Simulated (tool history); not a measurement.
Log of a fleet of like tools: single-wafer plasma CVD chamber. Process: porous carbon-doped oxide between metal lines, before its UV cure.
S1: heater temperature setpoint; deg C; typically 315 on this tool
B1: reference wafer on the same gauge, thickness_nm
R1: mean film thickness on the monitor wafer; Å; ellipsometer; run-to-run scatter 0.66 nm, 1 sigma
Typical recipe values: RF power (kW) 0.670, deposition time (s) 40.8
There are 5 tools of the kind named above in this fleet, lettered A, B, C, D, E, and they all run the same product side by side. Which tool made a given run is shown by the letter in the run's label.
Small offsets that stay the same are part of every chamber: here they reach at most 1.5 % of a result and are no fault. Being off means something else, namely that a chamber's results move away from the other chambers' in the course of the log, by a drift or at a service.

{"run": "1D", "hour": 14.2, "S1": 315, "RF power (kW)": 0.67, "deposition time (s)": 40.8, "B1": 198.14, "R1": 2469.4}
{"run": "2C", "hour": 22.6, "S1": 315, "RF power (kW)": 0.67, "deposition time (s)": 40.8, "B1": 198.08, "R1": 2434.8}
{"run": "3E", "hour": 34.3, "S1": 315, "RF power (kW)": 0.67, "deposition time (s)": 40.8, "B1": 197.92, "R1": 2425.1}
{"run": "4A", "hour": 43.4, "S1": 315, "RF power (kW)": 0.67, "deposition time (s)": 40.8, "B1": 197.91, "R1": 2466.6}
{"run": "5B", "hour": 54.4, "S1": 315, "RF power (kW)": 0.67, "deposition time (s)": 40.8, "B1": 198.01, "R1": 2455.2}
{"run": "6B", "hour": 70.0, "S1": 315, "RF power (kW)": 0.565, "deposition time (s)": 48.7, "B1": 198.11, "R1": 2609.2}
{"run": "7A", "hour": 80.8, "S1": 315, "RF power (kW)": 0.565, "deposition time (s)": 48.7, "B1": 197.95, "R1": 2615.2}
{"run": "8E", "hour": 95.6, "S1": 315, "RF power (kW)": 0.565, "deposition time (s)": 48.7, "B1": 197.86, "R1": 2567.3}
{"run": "9D", "hour": 110.3, "S1": 315, "RF power (kW)": 0.565, "deposition time (s)": 48.7, "B1": 198.09, "R1": 2627.1}
{"run": "10C", "hour": 122.2, "S1": 315, "RF power (kW)": 0.565, "deposition time (s)": 48.7, "B1": 198.02, "R1": 2583.9}
{"run": "11E", "hour": 135.1, "S1": 315, "RF power (kW)": 0.67, "deposition time (s)": 40.8, "B1": 198.05, "R1": 2425.7}
{"run": "12A", "hour": 143.8, "S1": 315, "RF power (kW)": 0.67, "deposition time (s)": 40.8, "B1": 198.07, "R1": 2471.4}
{"run": "13C", "hour": 156.4, "S1": 315, "RF power (kW)": 0.67, "deposition time (s)": 40.8, "B1": 197.97, "R1": 2434.8}
{"run": "14D", "hour": 166.2, "S1": 315, "RF power (kW)": 0.67, "deposition time (s)": 40.8, "B1": 197.94, "R1": 2484.5}
{"run": "15B", "hour": 178.1, "S1": 315, "RF power (kW)": 0.67, "deposition time (s)": 40.8, "B1": 198.02, "R1": 2466.8}
{"run": "16E", "hour": 192.0, "S1": 315, "RF power (kW)": 0.67, "deposition time (s)": 40.8, "B1": 197.9, "R1": 2423.7}
{"run": "17D", "hour": 206.2, "S1": 315, "RF power (kW)": 0.67, "deposition time (s)": 40.8, "B1": 198.03, "R1": 2480.4}
{"hour": 213.4, "done": "chamber D: RF generator calibrated"}
{"run": "18B", "hour": 215.8, "S1": 315, "RF power (kW)": 0.67, "deposition time (s)": 40.8, "B1": 198.15, "R1": 2443.1}
{"hour": 223.5, "done": "chamber E: RF generator calibrated"}
{"hour": 223.7, "done": "chamber B: thermocouple changed; heater temperature recalibrated"}
{"hour": 223.8, "done": "chamber A: RF generator calibrated"}
{"run": "19A", "hour": 228.6, "S1": 315, "RF power (kW)": 0.67, "deposition time (s)": 40.8, "B1": 197.94, "R1": 2455.6}
{"run": "20C", "hour": 240.1, "S1": 315, "RF power (kW)": 0.67, "deposition time (s)": 40.8, "B1": 197.95, "R1": 2434.4}
{"run": "21A", "hour": 248.8, "S1": 315, "RF power (kW)": 0.67, "deposition time (s)": 40.8, "B1": 197.88, "R1": 2470.0}
{"run": "22E", "hour": 262.7, "S1": 303, "RF power (kW)": 0.67, "deposition time (s)": 40.8, "B1": 198.03, "R1": 2583.5}
{"run": "23C", "hour": 271.9, "S1": 303, "RF power (kW)": 0.67, "deposition time (s)": 40.8, "B1": 197.88, "R1": 2604.1}
{"run": "24B", "hour": 281.6, "S1": 303, "RF power (kW)": 0.67, "deposition time (s)": 40.8, "B1": 198.02, "R1": 2545.7}
{"run": "25D", "hour": 289.7, "S1": 303, "RF power (kW)": 0.67, "deposition time (s)": 40.8, "B1": 197.96, "R1": 2641.0}
{"run": "26A", "hour": 303.9, "S1": 303, "RF power (kW)": 0.67, "deposition time (s)": 40.8, "B1": 197.98, "R1": 2626.0}
{"run": "27B", "hour": 312.4, "S1": 315, "RF power (kW)": 0.67, "deposition time (s)": 40.8, "B1": 198.05, "R1": 2374.2}
{"run": "28E", "hour": 322.8, "S1": 315, "RF power (kW)": 0.67, "deposition time (s)": 40.8, "B1": 198.09, "R1": 2429.9}
{"run": "29D", "hour": 329.6, "S1": 315, "RF power (kW)": 0.67, "deposition time (s)": 40.8, "B1": 198.0, "R1": 2472.0}
{"run": "30C", "hour": 337.8, "S1": 315, "RF power (kW)": 0.67, "deposition time (s)": 40.8, "B1": 197.87, "R1": 2427.2}
{"run": "31D", "hour": 347.3, "S1": 315, "RF power (kW)": 0.67, "deposition time (s)": 40.8, "B1": 197.9, "R1": 2477.5}
{"run": "32B", "hour": 356.2, "S1": 315, "RF power (kW)": 0.67, "deposition time (s)": 40.8, "B1": 198.02, "R1": 2388.8}
{"run": "33E", "hour": 370.4, "S1": 315, "RF power (kW)": 0.67, "deposition time (s)": 40.8, "B1": 198.01, "R1": 2432.7}
{"run": "34A", "hour": 383.8, "S1": 315, "RF power (kW)": 0.67, "deposition time (s)": 40.8, "B1": 198.13, "R1": 2461.4}
{"run": "35C", "hour": 391.9, "S1": 315, "RF power (kW)": 0.67, "deposition time (s)": 40.8, "B1": 197.96, "R1": 2424.4}
{"run": "36D", "hour": 403.5, "S1": 315, "RF power (kW)": 0.67, "deposition time (s)": 40.8, "B1": 197.94, "R1": 2477.0}
{"run": "37A", "hour": 411.6, "S1": 315, "RF power (kW)": 0.67, "deposition time (s)": 40.8, "B1": 197.87, "R1": 2467.3}
{"run": "38B", "hour": 420.5, "S1": 315, "RF power (kW)": 0.67, "deposition time (s)": 40.8, "B1": 198.05, "R1": 2387.7}
{"run": "39E", "hour": 427.4, "S1": 315, "RF power (kW)": 0.67, "deposition time (s)": 40.8, "B1": 197.93, "R1": 2427.0}

Predict what each chamber gives when all 5 of them run the settings below next.
{"run": "40A", "hour": 438.5, "S1": 321, "RF power (kW)": 0.67, "deposition time (s)": 40.8, "R1": "?"}
{"run": "40B", "hour": 438.5, "S1": 321, "RF power (kW)": 0.67, "deposition time (s)": 40.8, "R1": "?"}
{"run": "40C", "hour": 438.5, "S1": 321, "RF power (kW)": 0.67, "deposition time (s)": 40.8, "R1": "?"}
{"run": "40D", "hour": 438.5, "S1": 321, "RF power (kW)": 0.67, "deposition time (s)": 40.8, "R1": "?"}
{"run": "40E", "hour": 438.5, "S1": 321, "RF power (kW)": 0.67, "deposition time (s)": 40.8, "R1": "?"}

run=40A R1=2396.1
run=40B R1=2306.4
run=40C R1=2350.5
run=40D R1=2399.1
run=40E R1=2344.4

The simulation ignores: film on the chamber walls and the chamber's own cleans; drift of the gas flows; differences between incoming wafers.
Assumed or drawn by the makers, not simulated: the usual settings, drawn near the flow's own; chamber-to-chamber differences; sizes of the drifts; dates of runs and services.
